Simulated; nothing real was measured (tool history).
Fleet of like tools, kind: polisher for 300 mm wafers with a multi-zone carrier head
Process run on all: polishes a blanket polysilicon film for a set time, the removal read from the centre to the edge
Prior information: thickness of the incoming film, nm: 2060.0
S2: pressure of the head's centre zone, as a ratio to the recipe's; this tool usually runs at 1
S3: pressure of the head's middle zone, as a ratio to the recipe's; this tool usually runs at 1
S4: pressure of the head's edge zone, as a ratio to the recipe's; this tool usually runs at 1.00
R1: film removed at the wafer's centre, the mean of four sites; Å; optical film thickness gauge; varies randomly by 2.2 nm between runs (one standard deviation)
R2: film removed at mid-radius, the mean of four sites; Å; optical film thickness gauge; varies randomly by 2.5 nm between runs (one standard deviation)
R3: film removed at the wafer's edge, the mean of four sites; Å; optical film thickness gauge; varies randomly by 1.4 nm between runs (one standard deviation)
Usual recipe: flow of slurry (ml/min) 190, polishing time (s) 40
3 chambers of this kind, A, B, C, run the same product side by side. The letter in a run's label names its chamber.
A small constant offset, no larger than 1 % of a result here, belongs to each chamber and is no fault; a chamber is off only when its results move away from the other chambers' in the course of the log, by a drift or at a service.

{"hour": 4.1, "done": "chamber C: worn pad replaced by a new one"}
{"hour": 4.3, "done": "chamber B: slurry nozzle cleaned"}
{"run": "1B", "hour": 13.4, "flow of slurry (ml/min)": 190, "S2": 1, "S3": 1, "S4": 1.0, "polishing time (s)": 40, "R1": 1811.3, "R2": 1801.6, "R3": 1829.4}
{"run": "2C", "hour": 23.2, "flow of slurry (ml/min)": 190, "S2": 1, "S3": 1, "S4": 1.0, "polishing time (s)": 40, "R1": 1838.1, "R2": 1796.6, "R3": 1815.1}
{"run": "3A", "hour": 32.5, "flow of slurry (ml/min)": 190, "S2": 1, "S3": 1, "S4": 1.0, "polishing time (s)": 40, "R1": 1786.3, "R2": 1820.5, "R3": 1800.7}
{"hour": 34.3, "done": "chamber A: worn pad replaced by a new one"}
{"hour": 40.2, "done": "chamber B: centre zone pressure recalibrated"}
{"hour": 41.6, "done": "chamber C: centre zone pressure recalibrated"}
{"run": "4B", "hour": 42.8, "flow of slurry (ml/min)": 190, "S2": 1, "S3": 1, "S4": 1.0, "polishing time (s)": 40, "R1": 1839.0, "R2": 1834.4, "R3": 1789.8}
{"hour": 44.1, "done": "chamber A: slurry nozzle cleaned"}
{"run": "5C", "hour": 55.3, "flow of slurry (ml/min)": 190, "S2": 1, "S3": 1, "S4": 1.0, "polishing time (s)": 40, "R1": 1837.6, "R2": 1851.8, "R3": 1859.8}
{"run": "6A", "hour": 67.5, "flow of slurry (ml/min)": 190, "S2": 1, "S3": 1, "S4": 1.0, "polishing time (s)": 40, "R1": 1760.7, "R2": 1808.7, "R3": 1832.0}
{"run": "7A", "hour": 75.4, "flow of slurry (ml/min)": 190, "S2": 1, "S3": 1, "S4": 1.0, "polishing time (s)": 40, "R1": 1799.2, "R2": 1822.6, "R3": 1819.7}
{"hour": 78.7, "done": "chamber C: worn pad replaced by a new one"}
{"run": "8C", "hour": 83.8, "flow of slurry (ml/min)": 190, "S2": 1, "S3": 1, "S4": 1.0, "polishing time (s)": 40, "R1": 1879.7, "R2": 1793.0, "R3": 1816.9}
{"hour": 87.8, "done": "chamber A: worn pad replaced by a new one"}
{"run": "9B", "hour": 93.0, "flow of slurry (ml/min)": 190, "S2": 1, "S3": 1, "S4": 1.0, "polishing time (s)": 40, "R1": 1752.0, "R2": 1786.2, "R3": 1797.6}
{"run": "10B", "hour": 105.8, "flow of slurry (ml/min)": 190, "S2": 1, "S3": 1, "S4": 1.0, "polishing time (s)": 40, "R1": 1790.4, "R2": 1764.7, "R3": 1780.3}
{"run": "11A", "hour": 113.9, "flow of slurry (ml/min)": 190, "S2": 1, "S3": 1, "S4": 1.0, "polishing time (s)": 40, "R1": 1825.0, "R2": 1796.1, "R3": 1810.7}
{"run": "12C", "hour": 126.8, "flow of slurry (ml/min)": 190, "S2": 1, "S3": 1, "S4": 1.0, "polishing time (s)": 40, "R1": 1812.8, "R2": 1785.6, "R3": 1833.4}
{"run": "13A", "hour": 139.7, "flow of slurry (ml/min)": 190, "S2": 1, "S3": 1, "S4": 1.0, "polishing time (s)": 40, "R1": 1816.2, "R2": 1773.8, "R3": 1812.4}
{"run": "14C", "hour": 150.4, "flow of slurry (ml/min)": 190, "S2": 1, "S3": 1, "S4": 1.0, "polishing time (s)": 40, "R1": 1805.7, "R2": 1835.8, "R3": 1831.8}
{"hour": 155.9, "done": "chamber A: worn pad replaced by a new one"}
{"hour": 158.6, "done": "chamber C: worn pad replaced by a new one"}
{"hour": 160.7, "done": "chamber A: centre zone pressure recalibrated"}
{"run": "15B", "hour": 161.3, "flow of slurry (ml/min)": 190, "S2": 1, "S3": 1, "S4": 1.0, "polishing time (s)": 40, "R1": 1746.5, "R2": 1795.7, "R3": 1751.4}
{"hour": 164.7, "done": "chamber B: edge zone pressure recalibrated"}
{"run": "16C", "hour": 175.2, "flow of slurry (ml/min)": 190, "S2": 1, "S3": 1, "S4": 1.0, "polishing time (s)": 40, "R1": 1839.9, "R2": 1861.7, "R3": 1823.4}
{"run": "17B", "hour": 181.8, "flow of slurry (ml/min)": 235, "S2": 1, "S3": 1, "S4": 0.89, "polishing time (s)": 40, "R1": 1810.7, "R2": 1814.5, "R3": 1681.7}
{"run": "18A", "hour": 192.1, "flow of slurry (ml/min)": 235, "S2": 1, "S3": 1, "S4": 0.89, "polishing time (s)": 40, "R1": 1838.2, "R2": 1905.7, "R3": 1764.3}
{"run": "19B", "hour": 201.4, "flow of slurry (ml/min)": 235, "S2": 1, "S3": 1, "S4": 0.89, "polishing time (s)": 40, "R1": 1802.5, "R2": 1830.4, "R3": 1665.1}
{"run": "20A", "hour": 213.6, "flow of slurry (ml/min)": 190, "S2": 1, "S3": 1, "S4": 1.0, "polishing time (s)": 40, "R1": 1811.5, "R2": 1793.2, "R3": 1840.6}
{"hour": 218.7, "done": "chamber C: edge zone pressure recalibrated"}
{"run": "21C", "hour": 222.1, "flow of slurry (ml/min)": 190, "S2": 1, "S3": 1, "S4": 1.0, "polishing time (s)": 40, "R1": 1793.9, "R2": 1836.4, "R3": 1834.4}
{"hour": 222.2, "done": "chamber A: worn pad replaced by a new one"}
{"hour": 228.9, "done": "chamber C: worn pad replaced by a new one"}
{"run": "22B", "hour": 234.5, "flow of slurry (ml/min)": 190, "S2": 1, "S3": 1, "S4": 1.0, "polishing time (s)": 40, "R1": 1710.6, "R2": 1774.9, "R3": 1722.4}
{"hour": 241.2, "done": "chamber B: slurry nozzle cleaned"}
{"run": "23C", "hour": 242.5, "flow of slurry (ml/min)": 190, "S2": 1, "S3": 1, "S4": 1.0, "polishing time (s)": 40, "R1": 1806.0, "R2": 1841.8, "R3": 1818.8}
{"run": "24A", "hour": 248.9, "flow of slurry (ml/min)": 190, "S2": 1, "S3": 1, "S4": 1.0, "polishing time (s)": 40, "R1": 1824.3, "R2": 1823.8, "R3": 1827.0}
{"run": "25B", "hour": 260.3, "flow of slurry (ml/min)": 190, "S2": 1, "S3": 1, "S4": 1.0, "polishing time (s)": 40, "R1": 1690.9, "R2": 1761.6, "R3": 1723.6}
{"run": "26C", "hour": 272.4, "flow of slurry (ml/min)": 190, "S2": 1, "S3": 1, "S4": 1.0, "polishing time (s)": 40, "R1": 1830.3, "R2": 1866.5, "R3": 1812.6}
{"run": "27A", "hour": 282.5, "flow of slurry (ml/min)": 190, "S2": 1, "S3": 1, "S4": 1.0, "polishing time (s)": 40, "R1": 1831.9, "R2": 1785.6, "R3": 1802.1}
{"hour": 292.0, "done": "chamber A: worn pad replaced by a new one"}
{"run": "28A", "hour": 293.3, "flow of slurry (ml/min)": 190, "S2": 1, "S3": 1, "S4": 1.0, "polishing time (s)": 40, "R1": 1786.0, "R2": 1827.8, "R3": 1822.1}
{"run": "29B", "hour": 303.5, "flow of slurry (ml/min)": 190, "S2": 1, "S3": 1, "S4": 1.0, "polishing time (s)": 40, "R1": 1697.2, "R2": 1679.9, "R3": 1685.9}
{"run": "30C", "hour": 312.9, "flow of slurry (ml/min)": 190, "S2": 1, "S3": 1, "S4": 1.0, "polishing time (s)": 40, "R1": 1827.8, "R2": 1828.5, "R3": 1813.8}

All 3 chambers run these settings next. Forecast each chamber's results:
{"run": "31A", "hour": 322.9, "flow of slurry (ml/min)": 190, "S2": 1, "S3": 1, "S4": 1.0, "polishing time (s)": 40, "R1": "?", "R2": "?", "R3": "?"}
{"run": "31B", "hour": 322.9, "flow of slurry (ml/min)": 190, "S2": 1, "S3": 1, "S4": 1.0, "polishing time (s)": 40, "R1": "?", "R2": "?", "R3": "?"}
{"run": "31C", "hour": 322.9, "flow of slurry (ml/min)": 190, "S2": 1, "S3": 1, "S4": 1.0, "polishing time (s)": 40, "R1": "?", "R2": "?", "R3": "?"}

run=31A R1=1836.5 R2=1810.8 R3=1812.2
run=31B R1=1647.1 R2=1691.6 R3=1706.8
run=31C R1=1777.8 R2=1827.6 R3=1844.8

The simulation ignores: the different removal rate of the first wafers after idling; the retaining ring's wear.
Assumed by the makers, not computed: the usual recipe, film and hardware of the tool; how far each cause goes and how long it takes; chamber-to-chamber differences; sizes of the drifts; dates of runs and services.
